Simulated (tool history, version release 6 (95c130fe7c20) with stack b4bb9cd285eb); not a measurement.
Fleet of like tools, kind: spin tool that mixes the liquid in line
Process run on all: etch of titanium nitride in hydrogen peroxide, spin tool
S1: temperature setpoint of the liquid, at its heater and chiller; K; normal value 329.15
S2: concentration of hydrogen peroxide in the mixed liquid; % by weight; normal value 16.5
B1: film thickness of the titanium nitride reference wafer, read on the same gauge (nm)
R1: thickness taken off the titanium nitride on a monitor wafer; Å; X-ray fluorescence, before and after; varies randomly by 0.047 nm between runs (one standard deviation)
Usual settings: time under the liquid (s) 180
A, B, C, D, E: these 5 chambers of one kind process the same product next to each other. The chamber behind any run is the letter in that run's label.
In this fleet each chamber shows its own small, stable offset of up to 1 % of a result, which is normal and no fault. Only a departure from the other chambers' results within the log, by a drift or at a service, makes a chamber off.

Run 1E, hour 13.1: usual settings; B1 109.99. Result: R1 107.170 Å.
Run 2C, hour 21.0: usual settings; B1 110.01. Result: R1 106.940 Å.
Run 3B, hour 33.1: usual settings; B1 109.99. Result: R1 105.860 Å.
At hour 39.7: chamber C: heated supply line repaired.
Run 4A, hour 47.8: usual settings; B1 109.98. Result: R1 106.100 Å.
Run 5D, hour 55.4: usual settings; B1 110.03. Result: R1 105.810 Å.
Run 6B, hour 66.3: usual settings; B1 109.99. Result: R1 106.270 Å.
Run 7D, hour 73.8: usual settings; B1 110.04. Result: R1 105.440 Å.
Run 8C, hour 80.6: usual settings; B1 110.02. Result: R1 106.490 Å.
At hour 90.5: chamber D: new drum of peroxide connected.
Run 9A, hour 94.3: usual settings; B1 109.98. Result: R1 106.110 Å.
Run 10E, hour 102.8: usual settings but S1 337.15 K, S2 15.0 % by weight; B1 110.05. Result: R1 179.820 Å.
At hour 107.3: chamber E: peroxide flow meter replaced.
Run 11A, hour 114.5: usual settings but S1 337.15 K, S2 15.0 % by weight; B1 109.98. Result: R1 180.790 Å.
Run 12D, hour 126.5: usual settings but S1 337.15 K, S2 15.0 % by weight; B1 110.00. Result: R1 177.450 Å.
At hour 127.1: chamber B: peroxide flow meter replaced.
Run 13C, hour 140.1: usual settings but S1 337.15 K, S2 15.0 % by weight; B1 109.97. Result: R1 182.410 Å.
Run 14E, hour 150.3: usual settings but S1 337.15 K, S2 15.0 % by weight; B1 109.98. Result: R1 180.430 Å.
Run 15B, hour 157.7: usual settings; B1 110.00. Result: R1 106.340 Å.
Run 16D, hour 169.1: usual settings; B1 109.99. Result: R1 106.200 Å.
Run 17E, hour 182.7: usual settings; B1 110.01. Result: R1 106.200 Å.
Run 18B, hour 189.7: usual settings; B1 110.03. Result: R1 106.660 Å.
Run 19A, hour 200.7: usual settings; B1 110.03. Result: R1 106.970 Å.
At hour 205.3: chamber D: thermometer replaced.
Run 20C, hour 209.7: usual settings; B1 109.99. Result: R1 107.350 Å.
Run 21E, hour 217.8: usual settings; B1 109.99. Result: R1 107.670 Å.
Run 22B, hour 225.6: usual settings; B1 109.97. Result: R1 106.050 Å.
Run 23A, hour 238.6: usual settings but S1 324.15 K, time under the liquid (s) 130; B1 109.99. Result: R1 53.564 Å.
Run 24D, hour 252.7: usual settings but S1 324.15 K, time under the liquid (s) 130; B1 110.00. Result: R1 53.968 Å.
At hour 260.2: chamber B: new drum of peroxide connected.
Run 25C, hour 263.9: usual settings but S1 324.15 K, time under the liquid (s) 130; B1 110.02. Result: R1 54.128 Å.
Run 26A, hour 273.5: usual settings but S1 324.15 K, time under the liquid (s) 130; B1 110.01. Result: R1 53.816 Å.
Run 27D, hour 284.7: usual settings but S1 324.15 K, time under the liquid (s) 130; B1 110.05. Result: R1 53.883 Å.
Run 28B, hour 293.2: usual settings; B1 109.97. Result: R1 105.840 Å.
Run 29C, hour 307.9: usual settings; B1 109.97. Result: R1 107.040 Å.
Run 30E, hour 320.6: usual settings; B1 110.01. Result: R1 106.980 Å.
Run 31A, hour 332.7: usual settings; B1 109.98. Result: R1 106.640 Å.
Run 32C, hour 342.4: usual settings; B1 110.01. Result: R1 107.200 Å.
Run 33B, hour 353.9: usual settings; B1 110.03. Result: R1 105.500 Å.
Run 34E, hour 363.3: usual settings; B1 109.96. Result: R1 107.080 Å.
Run 35D, hour 373.2: usual settings; B1 109.99. Result: R1 105.390 Å.
Run 36A, hour 383.1: usual settings; B1 110.02. Result: R1 105.810 Å.
Run 37D, hour 393.3: usual settings; B1 110.01. Result: R1 106.190 Å.
Run 38C, hour 403.9: usual settings; B1 109.98. Result: R1 106.980 Å.
Run 39E, hour 410.8: usual settings; B1 110.01. Result: R1 106.480 Å.
Run 40B, hour 417.8: usual settings; B1 110.03. Result: R1 106.240 Å.
Run 41E, hour 431.3: usual settings; B1 110.06. Result: R1 107.360 Å.
Run 42C, hour 443.2: usual settings but time under the liquid (s) 230; B1 110.01. Result: R1 137.390 Å.
Run 43A, hour 450.1: usual settings but time under the liquid (s) 230; B1 109.99. Result: R1 136.100 Å.

The same settings go to every chamber for the next run, one line per chamber below. Forecast the results for each:
Run 44A, hour 461.0: usual settings but S1 336.15 K. Result: R1 ?.
Run 44B, hour 461.0: usual settings but S1 336.15 K. Result: R1 ?.
Run 44C, hour 461.0: usual settings but S1 336.15 K. Result: R1 ?.
Run 44D, hour 461.0: usual settings but S1 336.15 K. Result: R1 ?.
Run 44E, hour 461.0: usual settings but S1 336.15 K. Result: R1 ?.

run       R1
44A  173.110
44B  170.150
44C  174.430
44D  169.440
44E  171.920
